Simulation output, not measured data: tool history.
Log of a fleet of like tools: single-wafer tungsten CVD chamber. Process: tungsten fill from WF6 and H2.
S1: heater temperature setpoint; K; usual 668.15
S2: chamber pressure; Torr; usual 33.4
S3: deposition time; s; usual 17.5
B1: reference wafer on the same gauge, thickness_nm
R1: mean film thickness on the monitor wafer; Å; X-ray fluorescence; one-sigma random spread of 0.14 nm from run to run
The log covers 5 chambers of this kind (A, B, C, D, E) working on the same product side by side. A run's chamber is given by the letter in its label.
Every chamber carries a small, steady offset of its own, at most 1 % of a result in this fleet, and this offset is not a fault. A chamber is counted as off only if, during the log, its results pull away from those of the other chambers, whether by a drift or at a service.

run 1E day=0.383 | S1=668.15 S2=33.4 S3=17.5 | B1=49.055 | R1=485.07
run 2B day=0.646 | S1=668.15 S2=33.4 S3=17.5 | B1=49.091 | R1=487.12
run 3A day=0.912 | S1=668.15 S2=33.4 S3=17.5 | B1=49.089 | R1=487.10
run 4D day=1.192 | S1=668.15 S2=33.4 S3=17.5 | B1=49.091 | R1=488.02
run 5C day=1.525 | S1=668.15 S2=33.4 S3=17.5 | B1=49.059 | R1=483.07
run 6A day=1.962 | S1=668.15 S2=37.0 S3=15.8 | B1=49.122 | R1=460.14
run 7C day=2.246 | S1=668.15 S2=37.0 S3=15.8 | B1=49.118 | R1=456.56
run 8B day=2.746 | S1=668.15 S2=37.0 S3=15.8 | B1=49.106 | R1=462.99
run 9D day=3.058 | S1=668.15 S2=37.0 S3=15.8 | B1=49.102 | R1=463.91
run 10E day=3.329 | S1=668.15 S2=37.0 S3=15.8 | B1=49.137 | R1=462.96
run 11C day=3.604 | S1=668.15 S2=33.4 S3=17.5 | B1=49.080 | R1=484.84
run 12A day=3.854 | S1=668.15 S2=33.4 S3=17.5 | B1=49.128 | R1=485.91
run 13B day=4.171 | S1=668.15 S2=33.4 S3=17.5 | B1=49.054 | R1=488.56
run 14E day=4.467 | S1=668.15 S2=33.4 S3=17.5 | B1=49.093 | R1=483.78
run 15D day=4.867 | S1=668.15 S2=33.4 S3=17.5 | B1=49.110 | R1=487.55
run 16D day=5.379 | S1=668.15 S2=33.4 S3=17.5 | B1=49.121 | R1=487.92
run 17B day=5.696 | S1=668.15 S2=33.4 S3=14.6 | B1=49.089 | R1=404.96
run 18C day=6.079 | S1=668.15 S2=33.4 S3=14.6 | B1=49.098 | R1=401.45
run 19E day=6.471 | S1=668.15 S2=33.4 S3=14.6 | B1=49.078 | R1=405.78
run 20A day=6.812 | S1=668.15 S2=33.4 S3=14.6 | B1=49.123 | R1=405.16
run 21E day=7.246 | S1=668.15 S2=33.4 S3=14.6 | B1=49.111 | R1=406.41
run 22C day=7.604 | S1=668.15 S2=33.4 S3=17.5 | B1=49.125 | R1=480.43
run 23D day=7.892 | S1=668.15 S2=33.4 S3=17.5 | B1=49.111 | R1=489.70
run 24A day=8.242 | S1=668.15 S2=33.4 S3=17.5 | B1=49.090 | R1=486.23
run 25B day=8.612 | S1=668.15 S2=33.4 S3=17.5 | B1=49.097 | R1=488.14
run 26E day=9.067 | S1=668.15 S2=33.4 S3=17.5 | B1=49.064 | R1=488.37
-- day=9.100 chamber B: thermocouple changed; heater temperature recalibrated
run 27D day=9.404 | S1=668.15 S2=30.2 S3=20.7 | B1=49.111 | R1=554.74
run 28C day=9.858 | S1=668.15 S2=30.2 S3=20.7 | B1=49.116 | R1=546.27
run 29A day=10.329 | S1=668.15 S2=30.2 S3=20.7 | B1=49.111 | R1=551.41
run 30B day=10.658 | S1=668.15 S2=30.2 S3=20.7 | B1=49.060 | R1=549.12
run 31D day=10.958 | S1=668.15 S2=30.2 S3=20.7 | B1=49.117 | R1=549.66
run 32A day=11.429 | S1=668.15 S2=33.4 S3=17.5 | B1=49.098 | R1=484.19

Which is it: a chamber that has drifted or been left off by a service, a gauge drift common to all chambers, or only each chamber's usual small offset? If a chamber is off, name it and its likeliest cause.

Nothing is wrong: each chamber keeps only its own small, steady offset and the gauge holds still.
